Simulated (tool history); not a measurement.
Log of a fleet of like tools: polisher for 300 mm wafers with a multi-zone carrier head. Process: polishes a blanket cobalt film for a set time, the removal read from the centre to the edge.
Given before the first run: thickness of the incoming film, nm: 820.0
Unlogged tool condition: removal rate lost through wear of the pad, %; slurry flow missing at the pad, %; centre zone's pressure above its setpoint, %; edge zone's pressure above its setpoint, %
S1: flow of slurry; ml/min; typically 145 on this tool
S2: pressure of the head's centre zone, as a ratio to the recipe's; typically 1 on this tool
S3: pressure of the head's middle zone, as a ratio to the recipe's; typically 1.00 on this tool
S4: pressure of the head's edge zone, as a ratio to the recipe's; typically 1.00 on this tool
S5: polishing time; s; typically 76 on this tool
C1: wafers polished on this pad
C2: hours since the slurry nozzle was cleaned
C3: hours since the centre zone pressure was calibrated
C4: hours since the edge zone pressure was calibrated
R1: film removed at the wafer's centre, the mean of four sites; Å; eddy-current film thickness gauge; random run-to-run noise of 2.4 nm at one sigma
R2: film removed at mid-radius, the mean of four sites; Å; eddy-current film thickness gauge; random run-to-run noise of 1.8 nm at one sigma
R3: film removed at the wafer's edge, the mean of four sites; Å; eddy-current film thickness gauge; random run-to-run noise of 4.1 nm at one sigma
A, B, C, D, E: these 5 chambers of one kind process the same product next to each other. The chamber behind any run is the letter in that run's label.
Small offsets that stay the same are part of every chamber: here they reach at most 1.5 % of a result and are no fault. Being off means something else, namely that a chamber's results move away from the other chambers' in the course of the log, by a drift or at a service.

run	day	S1	S2	S3	S4	S5	C1	C2	C3	C4	R1	R2	R3
1B	0.221	145	1	1.00	1.00	76	434	611.1	339.3	546.8	2824.3	2847.9	2852.4
# day 0.588: chamber D: slurry nozzle cleaned
2A	0.654	145	1	1.00	1.00	76	702	36.5	313.4	1271.8	2879.4	2848.5	2845.6
# day 0.671: chamber B: worn pad replaced by a new one
3C	0.950	145	1	1.00	1.00	76	909	509.8	400.4	649.8	2822.7	2830.0	2869.3
# day 1.138: chamber E: edge zone pressure recalibrated
4D	1.246	145	1	1.00	1.00	76	1123	15.9	155.8	125.0	2838.7	2815.3	2814.6
# day 1.262: chamber E: worn pad replaced by a new one
# day 1.288: chamber A: worn pad replaced by a new one
# day 1.288: chamber A: edge zone pressure recalibrated
5E	1.442	145	1	1.00	1.00	76	55	340.7	82.0	7.3	2833.3	2774.4	2805.1
# day 1.554: chamber C: edge zone pressure recalibrated
6A	1.729	145	1	1.00	1.00	76	138	62.3	339.2	10.7	2828.4	2842.5	2746.5
# day 2.062: chamber D: worn pad replaced by a new one
7B	2.171	145	1	1.00	1.00	76	468	657.9	386.1	593.6	2824.0	2849.5	2844.1
8C	2.388	145	1	1.00	1.00	76	1357	544.3	434.9	20.0	2833.0	2833.1	2797.6
# day 2.600: chamber C: worn pad replaced by a new one
9D	2.700	145	1	1.00	1.00	76	200	50.8	190.7	159.9	2818.0	2814.1	2854.8
# day 2.762: chamber B: worn pad replaced by a new one
10E	2.958	145	1	1.00	1.00	76	529	377.1	118.4	43.7	2856.9	2804.6	2817.3
11B	3.204	145	1	1.00	1.00	76	139	682.7	410.9	618.4	2837.1	2813.8	2846.5
12E	3.621	110	1	0.92	1.00	76	736	393.0	134.3	59.6	2628.5	2454.1	2625.5
# day 3.892: chamber A: worn pad replaced by a new one
13A	3.933	110	1	0.92	1.00	76	13	115.2	392.1	63.6	2601.4	2477.2	2669.9
14C	4.346	110	1	0.92	1.00	76	545	591.3	481.9	67.0	2644.6	2522.5	2758.6
# day 4.404: chamber A: centre zone pressure recalibrated
15D	4.738	110	1	0.92	1.00	76	835	99.7	239.6	208.8	2635.7	2484.5	2793.4
16C	5.125	110	1	0.92	1.00	76	788	610.0	500.6	85.7	2608.2	2492.9	2659.3
# day 5.171: chamber B: worn pad replaced by a new one
17B	5.346	145	1	1.00	1.00	76	55	734.1	462.3	669.8	2843.0	2838.0	2828.9
18A	5.650	145	1	1.00	1.00	76	549	156.4	30.0	104.8	2836.2	2840.4	2757.7
# day 5.738: chamber E: worn pad replaced by a new one
# day 5.829: chamber C: slurry nozzle cleaned
19E	5.929	145	1	1.00	1.00	76	60	448.4	189.7	115.0	2836.4	2805.1	2829.9
# day 6.150: chamber B: slurry nozzle cleaned
20D	6.200	145	1	1.00	1.00	76	1292	134.8	274.7	243.9	2804.7	2811.6	2793.9
21D	6.475	145	1	1.00	1.00	76	1378	141.4	281.3	250.5	2801.8	2854.2	2807.6
# day 6.692: chamber C: worn pad replaced by a new one
22E	6.821	145	1	1.09	1.06	76	338	469.8	211.1	136.4	2812.0	3040.7	2917.5
# day 6.917: chamber A: worn pad replaced by a new one
23C	7.046	145	1	1.09	1.06	76	111	29.3	546.7	131.8	2868.1	3103.0	2977.4
# day 7.238: chamber D: worn pad replaced by a new one
# day 7.275: chamber B: worn pad replaced by a new one
24B	7.317	145	1	1.09	1.06	76	13	28.1	509.6	717.1	2845.0	3072.3	2915.4
25A	7.542	145	1	1.09	1.06	76	195	201.8	75.4	150.2	2836.1	3069.0	2870.9
26E	7.800	145	1	1.09	1.06	76	644	493.3	234.6	159.9	2886.6	3045.6	2992.8
27C	8.138	145	1	1.00	1.00	76	451	55.5	572.9	158.0	2827.6	2859.2	2838.5
28D	8.504	145	1	1.00	1.00	76	396	190.1	330.0	299.2	2817.5	2785.6	2842.5
29B	8.833	145	1	1.00	1.00	76	487	64.5	546.0	753.5	2810.9	2824.2	2837.7
30A	9.042	145	1	1.00	1.00	76	663	237.8	111.4	186.2	2799.5	2848.2	2857.8
# day 9.133: chamber B: worn pad replaced by a new one
31D	9.396	145	1	1.00	1.00	76	674	211.5	351.4	320.6	2862.3	2795.7	2790.1
# day 9.404: chamber C: centre zone pressure recalibrated
# day 9.683: chamber A: worn pad replaced by a new one
32B	9.683	145	1	1.00	1.00	76	172	84.9	566.4	773.9	2818.9	2820.0	2805.5
33A	9.904	145	1	1.00	1.00	76	69	258.5	132.1	206.9	2853.2	2836.9	2862.0
34C	10.200	145	1	1.00	1.00	76	1095	105.0	19.2	207.5	2830.9	2868.0	2777.5
# day 10.362: chamber E: worn pad replaced by a new one
35E	10.554	145	1	1.00	1.00	76	60	559.4	300.7	226.0	2879.2	2801.6	2814.9
36B	10.800	145	1	1.00	1.00	76	520	111.7	593.2	800.7	2793.2	2807.9	2908.3

Has any chamber moved away from the others, gradually or after a service, or does the common gauge drift, or do the chambers differ only by their own small steady offsets? State the chamber and the most likely cause if one applies.

Nothing is wrong: each chamber keeps only its own small, steady offset and the gauge holds still.
